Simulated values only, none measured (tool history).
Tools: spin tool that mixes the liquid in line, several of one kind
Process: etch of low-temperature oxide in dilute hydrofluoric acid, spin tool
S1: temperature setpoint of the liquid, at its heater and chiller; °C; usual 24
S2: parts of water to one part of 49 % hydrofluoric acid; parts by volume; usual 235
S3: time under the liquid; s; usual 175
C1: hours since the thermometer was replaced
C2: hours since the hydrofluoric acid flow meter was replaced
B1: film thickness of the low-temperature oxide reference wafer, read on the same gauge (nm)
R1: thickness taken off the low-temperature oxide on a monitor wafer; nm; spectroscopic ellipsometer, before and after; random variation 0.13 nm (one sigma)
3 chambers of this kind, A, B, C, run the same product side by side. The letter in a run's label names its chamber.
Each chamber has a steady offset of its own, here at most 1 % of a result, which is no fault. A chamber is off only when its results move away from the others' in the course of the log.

run,hour,S1,S2,S3,C1,C2,B1,R1
1A,6.9,24,235,175,945.8,623.1,100.020,15.054
2C,11.3,24,235,175,859.8,88.4,99.986,14.587
3B,19.8,24,235,175,1146.9,1525.3,100.020,14.778
4A,25.5,24,235,175,964.4,641.7,100.020,14.802
5B,30.6,24,235,175,1157.7,1536.1,100.030,14.813
6C,39.1,24,235,175,887.6,116.2,99.978,15.338
7C,45.8,24,235,175,894.3,122.9,100.010,15.050
8B,51.2,24,235,175,1178.3,1556.7,99.980,14.824
9A,56.9,24,175,210,995.8,673.1,100.020,25.563
10C,64.7,24,175,210,913.2,141.8,100.010,26.097
11B,71.9,24,175,210,1199.0,1577.4,100.010,25.543
12A,79.7,27,235,175,1018.6,695.9,99.980,16.632
13B,86.8,27,235,175,1213.9,1592.3,100.030,16.218
14A,93.5,27,235,175,1032.4,709.7,100.020,16.781
15C,98.3,24,235,175,946.8,175.4,100.010,15.451
16A,102.1,24,235,175,1041.0,718.3,99.954,14.960
17C,106.7,24,235,175,955.2,183.8,100.040,15.491
18B,113.3,24,235,175,1240.4,1618.8,100.030,14.524
19B,119.4,24,235,175,1246.5,1624.9,100.030,14.768
20C,126.4,24,310,175,974.9,203.5,100.060,10.957
21A,134.2,24,310,175,1073.1,750.4,100.010,10.461
22A,140.4,24,310,175,1079.3,756.6,99.992,10.459
23B,147.8,24,235,255,1274.9,1653.3,99.978,21.381

Next, every chamber runs the same settings. What will each give?
24A,153.9,24,120,175,,,,?
24B,153.9,24,120,175,,,,?
24C,153.9,24,120,175,,,,?

run,R1
24A,33.937
24B,33.067
24C,35.296
